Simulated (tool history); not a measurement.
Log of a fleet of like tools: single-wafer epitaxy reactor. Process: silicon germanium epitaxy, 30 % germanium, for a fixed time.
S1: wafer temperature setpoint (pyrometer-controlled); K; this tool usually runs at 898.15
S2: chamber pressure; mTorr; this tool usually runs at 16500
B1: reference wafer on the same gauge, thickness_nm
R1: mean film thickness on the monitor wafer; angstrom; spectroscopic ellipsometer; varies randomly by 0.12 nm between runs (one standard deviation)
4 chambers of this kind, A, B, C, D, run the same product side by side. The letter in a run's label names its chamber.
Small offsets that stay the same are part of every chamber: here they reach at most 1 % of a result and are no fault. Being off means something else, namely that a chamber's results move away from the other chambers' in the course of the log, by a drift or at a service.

run 1C day=0.092 | S1=898.15 S2=16500 | B1=95.541 | R1=857.77
run 2B day=0.179 | S1=898.15 S2=16500 | B1=95.491 | R1=844.56
run 3D day=0.267 | S1=898.15 S2=16500 | B1=95.524 | R1=852.95
run 4A day=0.404 | S1=898.15 S2=16500 | B1=95.546 | R1=851.19
run 5B day=0.492 | S1=898.15 S2=16500 | B1=95.54 | R1=846.96
run 6D day=0.588 | S1=886.15 S2=13600 | B1=95.563 | R1=640.34
run 7C day=0.696 | S1=886.15 S2=13600 | B1=95.577 | R1=643.14
run 8A day=0.804 | S1=886.15 S2=13600 | B1=95.568 | R1=641.6
run 9D day=0.9 | S1=886.15 S2=13600 | B1=95.605 | R1=643.13
run 10B day=0.988 | S1=898.15 S2=16500 | B1=95.633 | R1=846.82
run 11C day=1.171 | S1=898.15 S2=16500 | B1=95.643 | R1=858.33
run 12A day=1.258 | S1=898.15 S2=16500 | B1=95.661 | R1=851.55
run 13C day=1.446 | S1=898.15 S2=16500 | B1=95.623 | R1=858.76
run 14A day=1.608 | S1=898.15 S2=16500 | B1=95.649 | R1=850.85
run 15B day=1.696 | S1=898.15 S2=16500 | B1=95.63 | R1=846.61
run 16D day=1.842 | S1=898.15 S2=16500 | B1=95.647 | R1=854.05
run 17C day=1.962 | S1=898.15 S2=16500 | B1=95.69 | R1=855.6
run 18B day=2.125 | S1=898.15 S2=16500 | B1=95.689 | R1=849.54
run 19D day=2.229 | S1=898.15 S2=16500 | B1=95.691 | R1=856.74
run 20A day=2.404 | S1=898.15 S2=16500 | B1=95.738 | R1=852.14
run 21D day=2.525 | S1=898.15 S2=16500 | B1=95.719 | R1=854.61
run 22C day=2.704 | S1=898.15 S2=16500 | B1=95.765 | R1=859.07
run 23B day=2.854 | S1=898.15 S2=13800 | B1=95.787 | R1=790.75
run 24A day=3.046 | S1=898.15 S2=13800 | B1=95.79 | R1=794.72
run 25A day=3.238 | S1=898.15 S2=13800 | B1=95.797 | R1=796.38
run 26C day=3.417 | S1=898.15 S2=13800 | B1=95.811 | R1=800.09
run 27B day=3.521 | S1=898.15 S2=16500 | B1=95.859 | R1=849.61
run 28D day=3.633 | S1=898.15 S2=16500 | B1=95.84 | R1=854.91
run 29D day=3.758 | S1=898.15 S2=16500 | B1=95.849 | R1=855.41
run 30A day=3.846 | S1=898.15 S2=16500 | B1=95.876 | R1=853.66
run 31C day=4.012 | S1=898.15 S2=16500 | B1=95.903 | R1=857.73
run 32B day=4.104 | S1=898.15 S2=16500 | B1=95.918 | R1=851.32
run 33A day=4.212 | S1=898.15 S2=16500 | B1=95.88 | R1=852.51
run 34C day=4.338 | S1=898.15 S2=14600 | B1=95.931 | R1=818.1
run 35B day=4.446 | S1=898.15 S2=14600 | B1=95.935 | R1=812.13
run 36D day=4.629 | S1=898.15 S2=14600 | B1=95.96 | R1=815.85
run 37D day=4.717 | S1=898.15 S2=14600 | B1=95.96 | R1=816.21
run 38C day=4.883 | S1=898.15 S2=16500 | B1=95.967 | R1=863.59
run 39A day=5.017 | S1=898.15 S2=16500 | B1=96.002 | R1=853.11
run 40B day=5.196 | S1=898.15 S2=16500 | B1=95.979 | R1=848.21
-- day=5.238 chamber B: capacitance manometer re-zeroed and calibrated
run 41D day=5.358 | S1=898.15 S2=16500 | B1=96.036 | R1=855.5
run 42B day=5.546 | S1=905.15 S2=16500 | B1=96.057 | R1=957.77

The same settings go to every chamber for the next run, one line per chamber below. Forecast the results for each:
run 43A day=5.683 | S1=892.15 S2=16500 | R1=?
run 43B day=5.683 | S1=892.15 S2=16500 | R1=?
run 43C day=5.683 | S1=892.15 S2=16500 | R1=?
run 43D day=5.683 | S1=892.15 S2=16500 | R1=?

run=43A R1=770.97
run=43B R1=767.53
run=43C R1=775.36
run=43D R1=770.91
